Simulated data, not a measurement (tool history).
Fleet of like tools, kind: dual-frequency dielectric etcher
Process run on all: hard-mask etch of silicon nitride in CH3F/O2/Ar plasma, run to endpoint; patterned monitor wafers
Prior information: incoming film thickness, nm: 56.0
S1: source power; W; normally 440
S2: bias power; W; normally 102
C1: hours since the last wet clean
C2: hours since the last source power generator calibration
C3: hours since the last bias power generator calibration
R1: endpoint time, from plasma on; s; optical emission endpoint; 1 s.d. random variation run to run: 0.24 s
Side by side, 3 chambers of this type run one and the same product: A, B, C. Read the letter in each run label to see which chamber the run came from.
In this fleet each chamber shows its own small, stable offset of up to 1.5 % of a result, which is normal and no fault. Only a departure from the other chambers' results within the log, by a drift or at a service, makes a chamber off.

run 1A hour=9.0 | S1=440 S2=102 | C1=211.4 C2=1360.5 C3=1525.4 | R1=69.836
run 2C hour=14.7 | S1=440 S2=102 | C1=208.7 C2=243.2 C3=300.1 | R1=69.030
run 3B hour=19.8 | S1=440 S2=102 | C1=477.1 C2=2287.8 C3=920.7 | R1=68.253
run 4A hour=27.8 | S1=440 S2=102 | C1=230.2 C2=1379.3 C3=1544.2 | R1=69.424
run 5C hour=35.1 | S1=440 S2=102 | C1=229.1 C2=263.6 C3=320.5 | R1=69.151
run 6B hour=41.4 | S1=440 S2=102 | C1=498.7 C2=2309.4 C3=942.3 | R1=68.093
run 7A hour=47.7 | S1=440 S2=102 | C1=250.1 C2=1399.2 C3=1564.1 | R1=69.412
run 8C hour=55.3 | S1=440 S2=102 | C1=249.3 C2=283.8 C3=340.7 | R1=68.894
run 9B hour=64.2 | S1=440 S2=102 | C1=521.5 C2=2332.2 C3=965.1 | R1=68.256
run 10C hour=72.8 | S1=440 S2=102 | C1=266.8 C2=301.3 C3=358.2 | R1=69.114
run 11B hour=79.7 | S1=440 S2=102 | C1=537.0 C2=2347.7 C3=980.6 | R1=68.188
run 12A hour=88.8 | S1=390 S2=102 | C1=291.2 C2=1440.3 C3=1605.2 | R1=71.797
run 13A hour=96.0 | S1=390 S2=102 | C1=298.4 C2=1447.5 C3=1612.4 | R1=72.032
run 14B hour=104.7 | S1=390 S2=102 | C1=562.0 C2=2372.7 C3=1005.6 | R1=71.453
run 15C hour=114.1 | S1=440 S2=102 | C1=308.1 C2=342.6 C3=399.5 | R1=68.383
run 16A hour=123.7 | S1=440 S2=102 | C1=326.1 C2=1475.2 C3=1640.1 | R1=68.610
run 17C hour=128.6 | S1=440 S2=115 | C1=322.6 C2=357.1 C3=414.0 | R1=65.995
run 18B hour=134.3 | S1=440 S2=115 | C1=591.6 C2=2402.3 C3=1035.2 | R1=64.945
run 19A hour=139.9 | S1=440 S2=115 | C1=342.3 C2=1491.4 C3=1656.3 | R1=65.432
run 20C hour=147.6 | S1=440 S2=79 | C1=341.6 C2=376.1 C3=433.0 | R1=75.443
run 21B hour=157.0 | S1=440 S2=79 | C1=614.3 C2=2425.0 C3=1057.9 | R1=74.353
run 22B hour=164.8 | S1=440 S2=79 | C1=622.1 C2=2432.8 C3=1065.7 | R1=74.967
-- hour=168.4 chamber B: wet clean of the chamber
run 23A hour=172.9 | S1=440 S2=102 | C1=375.3 C2=1524.4 C3=1689.3 | R1=67.261
run 24C hour=177.4 | S1=440 S2=102 | C1=371.4 C2=405.9 C3=462.8 | R1=69.491
run 25C hour=182.4 | S1=440 S2=102 | C1=376.4 C2=410.9 C3=467.8 | R1=69.380
run 26B hour=190.3 | S1=440 S2=102 | C1=21.9 C2=2458.3 C3=1091.2 | R1=68.399
run 27A hour=195.1 | S1=440 S2=102 | C1=397.5 C2=1546.6 C3=1711.5 | R1=67.395
run 28A hour=202.7 | S1=440 S2=102 | C1=405.1 C2=1554.2 C3=1719.1 | R1=67.366
run 29C hour=211.2 | S1=440 S2=102 | C1=405.2 C2=439.7 C3=496.6 | R1=69.381
run 30B hour=220.7 | S1=370 S2=102 | C1=52.3 C2=2488.7 C3=1121.6 | R1=73.193
run 31A hour=228.0 | S1=370 S2=102 | C1=430.4 C2=1579.5 C3=1744.4 | R1=71.959
run 32B hour=233.9 | S1=370 S2=102 | C1=65.5 C2=2501.9 C3=1134.8 | R1=72.549
run 33C hour=240.9 | S1=440 S2=102 | C1=434.9 C2=469.4 C3=526.3 | R1=68.582
run 34B hour=247.4 | S1=440 S2=102 | C1=79.0 C2=2515.4 C3=1148.3 | R1=68.342
run 35A hour=253.0 | S1=440 S2=102 | C1=455.4 C2=1604.5 C3=1769.4 | R1=66.829
run 36C hour=259.0 | S1=440 S2=102 | C1=453.0 C2=487.5 C3=544.4 | R1=69.292
run 37A hour=264.8 | S1=440 S2=102 | C1=467.2 C2=1616.3 C3=1781.2 | R1=66.600
run 38B hour=270.0 | S1=440 S2=102 | C1=101.6 C2=2538.0 C3=1170.9 | R1=67.870
run 39C hour=276.9 | S1=440 S2=102 | C1=470.9 C2=505.4 C3=562.3 | R1=68.563
run 40A hour=283.2 | S1=440 S2=102 | C1=485.6 C2=1634.7 C3=1799.6 | R1=66.676
run 41C hour=289.0 | S1=440 S2=102 | C1=483.0 C2=517.5 C3=574.4 | R1=69.408
run 42B hour=298.0 | S1=440 S2=102 | C1=129.6 C2=2566.0 C3=1198.9 | R1=68.008
run 43A hour=304.9 | S1=440 S2=102 | C1=507.3 C2=1656.4 C3=1821.3 | R1=66.323

Is one chamber out of step, is the gauge drifting, or do the chambers differ by no more than their own small offsets? For an off chamber, give its letter and the likeliest cause.

One chamber, A, drifts off from the rest bit by bit.
Likeliest cause: etch rate over this chamber's usual, % = 4.63.

Below are 4 candidate recipes for chamber A's next run, each the usual settings with a change, their results shown as question marks. Which of them brings A's results back in line with what the other chambers give on the usual settings?
In line means no further than this from the other chambers' mean on the usual settings: R1 0.850 s
run 44A-1 hour=312.0 | S1=460 S2=107 | R1=?
run 44A-2 hour=312.0 | S1=420 S2=97 | R1=?
run 44A-3 hour=312.0 | S1=410 S2=94 | R1=?
run 44A-4 hour=312.0 | S1=480 S2=111 | R1=?

On the usual settings, the other chambers give on average: R1 68.633 s
run=44A-1 R1=63.947
run=44A-2 R1=68.593
run=44A-3 R1=70.016
run=44A-4 R1=62.090
The answer is 44A-2, which returns the chamber to within the allowed miss of the others.
